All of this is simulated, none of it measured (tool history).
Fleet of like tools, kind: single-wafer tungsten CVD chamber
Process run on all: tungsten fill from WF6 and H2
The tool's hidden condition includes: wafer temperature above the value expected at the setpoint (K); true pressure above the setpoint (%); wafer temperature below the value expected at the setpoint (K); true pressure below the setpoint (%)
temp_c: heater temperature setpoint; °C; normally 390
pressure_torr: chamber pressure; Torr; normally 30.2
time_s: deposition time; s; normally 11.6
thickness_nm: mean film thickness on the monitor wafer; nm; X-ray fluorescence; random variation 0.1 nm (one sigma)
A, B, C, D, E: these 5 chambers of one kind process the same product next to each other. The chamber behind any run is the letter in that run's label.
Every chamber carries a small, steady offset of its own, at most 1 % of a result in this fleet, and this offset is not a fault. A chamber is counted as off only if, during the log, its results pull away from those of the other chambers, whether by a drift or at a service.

run,hour,temp_c,pressure_torr,time_s,hours since the last thermocouple change,hours since the last manometer calibration,"read-back reference wafer on the same gauge, thickness_nm",thickness_nm
1E,6.7,390,30.2,11.6,348.1,879.6,23.086,28.052
2B,10.5,390,30.2,11.6,2402.4,905.3,23.099,27.851
3C,16.3,390,30.2,11.6,559.2,99.0,23.098,27.985
4A,22.6,390,30.2,11.6,445.5,353.9,23.095,27.780
# hour 27.6: chamber B: thermocouple changed; heater temperature recalibrated
5D,30.4,390,30.2,10.7,352.8,105.2,23.095,25.790
6C,35.6,390,30.2,10.7,578.5,118.3,23.108,25.758
7A,41.4,390,30.2,10.7,464.3,372.7,23.062,25.749
8B,47.6,390,30.2,10.7,20.1,942.4,23.124,25.739
9D,53.2,390,30.2,10.7,375.6,128.0,23.101,25.441
10E,57.8,390,30.2,11.6,399.2,930.7,23.068,28.315
11B,62.7,376,24.1,11.6,35.2,957.5,23.077,19.002
12E,70.5,376,24.1,11.6,411.9,943.4,23.115,19.088
13C,77.1,376,24.1,11.6,620.0,159.8,23.110,19.013
14D,80.7,376,24.1,11.6,403.1,155.5,23.111,18.733
15A,88.9,376,24.1,11.6,511.8,420.2,23.095,18.903
16B,95.0,390,30.2,11.6,67.5,989.8,23.113,27.986
17A,101.1,390,30.2,11.6,524.0,432.4,23.093,27.890
18D,107.4,390,30.2,11.6,429.8,182.2,23.121,27.725
19E,114.6,390,30.2,11.6,456.0,987.5,23.092,28.753
20C,120.0,390,30.2,11.6,662.9,202.7,23.088,28.011
21A,126.3,390,30.2,11.6,549.2,457.6,23.097,27.694
22B,134.2,390,30.2,11.6,106.7,1029.0,23.110,28.102
23E,137.7,390,34.6,11.6,479.1,1010.6,23.082,30.502
24C,144.0,390,34.6,11.6,686.9,226.7,23.093,29.851
25D,147.8,390,34.6,11.6,470.2,222.6,23.095,29.614
26C,153.2,390,34.6,11.6,696.1,235.9,23.103,29.747
27A,160.8,390,34.6,11.6,583.7,492.1,23.112,29.901
28E,165.7,390,30.2,11.6,507.1,1038.6,23.082,28.885
29B,171.5,390,30.2,11.6,144.0,1066.3,23.109,27.947
30D,178.4,390,30.2,11.6,500.8,253.2,23.099,27.751
31A,183.9,390,30.2,11.6,606.8,515.2,23.099,28.001
32E,188.7,390,30.2,11.6,530.1,1061.6,23.096,28.882
33C,195.4,390,30.2,11.6,738.3,278.1,23.133,28.096
34D,199.5,390,30.2,11.6,521.9,274.3,23.099,27.913
35B,206.8,390,30.2,11.6,179.3,1101.6,23.071,27.909
36B,211.1,390,25.9,9.3,183.6,1105.9,23.122,20.915
37E,217.5,390,25.9,9.3,558.9,1090.4,23.099,21.678

For the next run the whole fleet of 5 chambers uses the same settings. Give each chamber's results:
38A,223.4,390,30.2,10.3,,,,?
38B,223.4,390,30.2,10.3,,,,?
38C,223.4,390,30.2,10.3,,,,?
38D,223.4,390,30.2,10.3,,,,?
38E,223.4,390,30.2,10.3,,,,?

run,thickness_nm
38A,24.816
38B,24.798
38C,24.770
38D,24.561
38E,26.092
